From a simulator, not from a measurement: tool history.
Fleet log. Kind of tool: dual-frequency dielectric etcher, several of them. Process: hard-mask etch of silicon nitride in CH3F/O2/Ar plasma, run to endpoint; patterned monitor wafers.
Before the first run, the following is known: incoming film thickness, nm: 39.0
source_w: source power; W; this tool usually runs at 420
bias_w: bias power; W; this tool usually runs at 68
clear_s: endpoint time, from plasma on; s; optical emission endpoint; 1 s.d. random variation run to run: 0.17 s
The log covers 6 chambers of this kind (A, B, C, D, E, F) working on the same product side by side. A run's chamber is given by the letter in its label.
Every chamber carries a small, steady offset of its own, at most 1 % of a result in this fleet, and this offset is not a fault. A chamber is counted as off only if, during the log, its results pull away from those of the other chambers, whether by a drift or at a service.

run     day  source_w  bias_w  clear_s
      0.512  -- chamber E: wet clean of the chamber
 1C     0.6       420      68   56.029
 2D   0.883       420      68   57.174
 3B   1.408       420      68   56.117
 4E   1.888       420      68   56.655
 5A   2.467       420      68   56.055
 6F   2.925       420      68   56.007
 7B   3.296       420      68   55.876
 8D   3.629       420      68   56.649
 9F   4.125       420      68   56.222
      4.492  -- chamber F: wet clean of the chamber
10A   4.662       420      68    56.11
11E   5.208       420      68    56.79
12C   5.717       470      82   50.306
13B   6.179       470      82   50.202
14C     6.7       470      82   50.471
15F   7.062       470      82   50.659
      7.262  -- chamber A: source power generator calibrated
16E   7.633       470      82   51.027
      8.008  -- chamber C: wet clean of the chamber
17D   8.054       470      82   50.909
18A   8.567       420      68   56.889
19E   8.946       480      58   57.018
      9.512  -- chamber F: bias power generator calibrated
20C   9.538       480      58   56.138
21B   9.875       480      58   56.078
22F  10.212       480      58   56.621
23D  10.771       480      58    56.65
24A  11.246       480      58   57.318
25E  11.871       420      68   56.831
26A  12.225       420      68   57.446
27F  12.662       420      68   56.534
28B  13.125       330      56    66.06
29C  13.412       330      56   65.743
30D  14.038       330      56   66.593
31C  14.612       330      56   65.564
32F  15.029       330      56   65.594
33D  15.592       330      56   66.644
34E  15.912       420      68   56.899
35A  16.246       330      54    68.29
36B  16.546       330      54   66.463
37E   16.95       330      54   67.227
38B  17.396       330      54   66.554
39C  17.692       330      54   66.311

Is one chamber off against the others, does the gauge drift, or is nothing wrong? If a chamber is off, say which, and what the likeliest cause is.

Chamber A drifts away from the others.
Cause: etch rate under this chamber's usual, % = 3.41.

Chamber A could run next with any of the 4 candidate recipes listed below; each alters the usual settings, and their results appear as question marks. Which one brings its results back in line with what the other chambers deliver on the usual settings?
Counts as in line when no further than this from what the other chambers average on the usual settings: clear_s 0.61 s
40A-1  18.146       390      63        ?
40A-2  18.146       440      71        ?
40A-3  18.146       420      79        ?
40A-4  18.146       420      62        ?

The mean the other chambers reach with the usual settings: clear_s 56.378 s
  run  clear_s
40A-1   61.282
40A-2   56.227
40A-3   55.199
40A-4   59.862
The answer is 40A-2, which returns the chamber to within the allowed miss of the others.

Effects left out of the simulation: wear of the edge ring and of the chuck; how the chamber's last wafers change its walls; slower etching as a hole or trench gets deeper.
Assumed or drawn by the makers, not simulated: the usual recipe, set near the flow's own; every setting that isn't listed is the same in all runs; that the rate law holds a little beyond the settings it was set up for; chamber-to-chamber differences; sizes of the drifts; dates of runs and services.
